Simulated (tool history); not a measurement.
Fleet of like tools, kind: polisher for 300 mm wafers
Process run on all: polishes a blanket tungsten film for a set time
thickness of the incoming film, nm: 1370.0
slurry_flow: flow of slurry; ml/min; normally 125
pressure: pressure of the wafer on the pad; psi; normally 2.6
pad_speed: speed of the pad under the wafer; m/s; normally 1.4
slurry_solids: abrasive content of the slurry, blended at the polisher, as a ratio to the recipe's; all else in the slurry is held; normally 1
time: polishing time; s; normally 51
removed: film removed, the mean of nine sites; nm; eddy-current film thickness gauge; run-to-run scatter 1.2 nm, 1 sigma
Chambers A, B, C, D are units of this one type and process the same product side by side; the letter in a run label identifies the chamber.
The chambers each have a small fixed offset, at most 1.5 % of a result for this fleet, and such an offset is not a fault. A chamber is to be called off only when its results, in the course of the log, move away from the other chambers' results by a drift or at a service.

-- hour=1.7 chamber A: slurry blender recalibrated
run 1A hour=5 | slurry_flow=125 pressure=2.6 pad_speed=1.4 slurry_solids=1 time=51 | removed=189.11
-- hour=7.2 chamber C: worn pad replaced by a new one
run 2C hour=11.5 | slurry_flow=125 pressure=2.6 pad_speed=1.4 slurry_solids=1 time=51 | removed=192.7
run 3B hour=15.4 | slurry_flow=125 pressure=2.6 pad_speed=1.4 slurry_solids=1 time=51 | removed=190.25
-- hour=16 chamber A: worn pad replaced by a new one
run 4D hour=18.6 | slurry_flow=125 pressure=2.6 pad_speed=1.4 slurry_solids=1 time=51 | removed=189.23
-- hour=22.5 chamber B: head pressure recalibrated
run 5C hour=25.4 | slurry_flow=125 pressure=2.6 pad_speed=1.4 slurry_solids=1 time=51 | removed=193.62
-- hour=26.7 chamber D: worn pad replaced by a new one
run 6B hour=29.1 | slurry_flow=125 pressure=2.6 pad_speed=1.4 slurry_solids=1 time=51 | removed=190.05
run 7D hour=34.1 | slurry_flow=125 pressure=2.6 pad_speed=1.4 slurry_solids=1 time=51 | removed=189.49
run 8A hour=37.2 | slurry_flow=125 pressure=2.6 pad_speed=1.4 slurry_solids=1 time=51 | removed=188.88
run 9B hour=41.2 | slurry_flow=125 pressure=2.6 pad_speed=1.4 slurry_solids=1 time=51 | removed=192.24
run 10D hour=47.9 | slurry_flow=125 pressure=2.6 pad_speed=1.4 slurry_solids=1 time=51 | removed=187.15
-- hour=51.3 chamber B: worn pad replaced by a new one
run 11C hour=52.9 | slurry_flow=125 pressure=2.6 pad_speed=1.4 slurry_solids=1 time=51 | removed=194.34
-- hour=58 chamber D: slurry blender recalibrated
run 12A hour=58.5 | slurry_flow=125 pressure=2.6 pad_speed=1.4 slurry_solids=1 time=51 | removed=190.91
-- hour=60.6 chamber D: head pressure recalibrated
-- hour=61 chamber A: slurry tank refilled with fresh slurry and peroxide
run 13C hour=63.7 | slurry_flow=125 pressure=2.6 pad_speed=1.4 slurry_solids=1 time=51 | removed=193.82
run 14B hour=67.9 | slurry_flow=125 pressure=2.6 pad_speed=1.4 slurry_solids=1 time=51 | removed=190.1
run 15A hour=71.4 | slurry_flow=160 pressure=2.6 pad_speed=1.4 slurry_solids=1 time=51 | removed=199.39
-- hour=73.7 chamber D: slurry tank refilled with fresh slurry and peroxide
-- hour=75.3 chamber C: slurry tank refilled with fresh slurry and peroxide
run 16D hour=75.7 | slurry_flow=160 pressure=2.6 pad_speed=1.4 slurry_solids=1 time=51 | removed=199.07
-- hour=76.4 chamber B: slurry tank refilled with fresh slurry and peroxide
-- hour=76.8 chamber A: worn pad replaced by a new one
run 17D hour=80.6 | slurry_flow=160 pressure=2.6 pad_speed=1.4 slurry_solids=1 time=51 | removed=196.11
-- hour=81.2 chamber D: worn pad replaced by a new one
run 18B hour=83.8 | slurry_flow=160 pressure=2.6 pad_speed=1.4 slurry_solids=1 time=51 | removed=199.39
run 19A hour=88.1 | slurry_flow=125 pressure=2.6 pad_speed=1.4 slurry_solids=1 time=51 | removed=188.22
run 20C hour=92.2 | slurry_flow=125 pressure=2.6 pad_speed=1.4 slurry_solids=1 time=51 | removed=193.75
-- hour=93.1 chamber C: worn pad replaced by a new one
run 21A hour=98.2 | slurry_flow=125 pressure=2.6 pad_speed=1.4 slurry_solids=0.75 time=51 | removed=177.9
run 22D hour=102.9 | slurry_flow=125 pressure=2.6 pad_speed=1.4 slurry_solids=0.75 time=51 | removed=177.65
-- hour=106.3 chamber B: slurry blender recalibrated
run 23B hour=108.7 | slurry_flow=125 pressure=2.6 pad_speed=1.4 slurry_solids=0.75 time=51 | removed=177
run 24C hour=113.1 | slurry_flow=125 pressure=2.6 pad_speed=1.4 slurry_solids=0.75 time=51 | removed=180.23
run 25A hour=119.8 | slurry_flow=125 pressure=1.7 pad_speed=1.06 slurry_solids=1 time=51 | removed=93.559
run 26C hour=125.6 | slurry_flow=125 pressure=1.7 pad_speed=1.06 slurry_solids=1 time=51 | removed=95.046
run 27B hour=130.9 | slurry_flow=125 pressure=1.7 pad_speed=1.06 slurry_solids=1 time=51 | removed=93.011
-- hour=134.1 chamber D: worn pad replaced by a new one
run 28D hour=137.3 | slurry_flow=125 pressure=1.7 pad_speed=1.06 slurry_solids=1 time=51 | removed=96.349
-- hour=138.1 chamber A: worn pad replaced by a new one
-- hour=139.1 chamber B: worn pad replaced by a new one
-- hour=140.9 chamber A: slurry tank refilled with fresh slurry and peroxide
run 29D hour=142.9 | slurry_flow=125 pressure=2.6 pad_speed=1.4 slurry_solids=1 time=51 | removed=191.14
run 30C hour=147.8 | slurry_flow=125 pressure=2.6 pad_speed=1.4 slurry_solids=1 time=51 | removed=194.07
run 31A hour=154.6 | slurry_flow=125 pressure=2.6 pad_speed=1.4 slurry_solids=1 time=51 | removed=190.69
run 32B hour=158.5 | slurry_flow=90 pressure=2.6 pad_speed=1.4 slurry_solids=0.8 time=51 | removed=166.52
run 33D hour=164.4 | slurry_flow=90 pressure=2.6 pad_speed=1.4 slurry_solids=0.8 time=51 | removed=165.51
-- hour=166.3 chamber B: slurry tank refilled with fresh slurry and peroxide
run 34C hour=168.9 | slurry_flow=90 pressure=2.6 pad_speed=1.4 slurry_solids=0.8 time=51 | removed=170.88
-- hour=169.3 chamber C: worn pad replaced by a new one
run 35B hour=175.6 | slurry_flow=90 pressure=2.6 pad_speed=1.4 slurry_solids=0.8 time=51 | removed=165.62
run 36A hour=181.8 | slurry_flow=125 pressure=2.6 pad_speed=1.4 slurry_solids=1 time=51 | removed=189.9
run 37D hour=187.4 | slurry_flow=125 pressure=2.6 pad_speed=1.12 slurry_solids=1 time=59 | removed=175.52
-- hour=191.6 chamber D: worn pad replaced by a new one
run 38B hour=192.1 | slurry_flow=125 pressure=2.6 pad_speed=1.12 slurry_solids=1 time=59 | removed=177.08
run 39A hour=197.7 | slurry_flow=125 pressure=2.6 pad_speed=1.12 slurry_solids=1 time=59 | removed=176.38
run 40C hour=202.3 | slurry_flow=125 pressure=2.6 pad_speed=1.12 slurry_solids=1 time=59 | removed=178.6
-- hour=203.5 chamber D: slurry tank refilled with fresh slurry and peroxide
run 41A hour=207.3 | slurry_flow=125 pressure=2.6 pad_speed=1.4 slurry_solids=1 time=51 | removed=188.33
run 42D hour=211.1 | slurry_flow=125 pressure=2.6 pad_speed=1.4 slurry_solids=1 time=51 | removed=188.62
run 43B hour=215 | slurry_flow=125 pressure=2.6 pad_speed=1.4 slurry_solids=1 time=51 | removed=189.78

Each of the 4 chambers runs these same settings next. Fill in every chamber's results:
run 44A hour=220 | slurry_flow=125 pressure=2.6 pad_speed=1.4 slurry_solids=1 time=51 | removed=?
run 44B hour=220 | slurry_flow=125 pressure=2.6 pad_speed=1.4 slurry_solids=1 time=51 | removed=?
run 44C hour=220 | slurry_flow=125 pressure=2.6 pad_speed=1.4 slurry_solids=1 time=51 | removed=?
run 44D hour=220 | slurry_flow=125 pressure=2.6 pad_speed=1.4 slurry_solids=1 time=51 | removed=?

run=44A removed=189.22
run=44B removed=189.92
run=44C removed=194.46
run=44D removed=190.25

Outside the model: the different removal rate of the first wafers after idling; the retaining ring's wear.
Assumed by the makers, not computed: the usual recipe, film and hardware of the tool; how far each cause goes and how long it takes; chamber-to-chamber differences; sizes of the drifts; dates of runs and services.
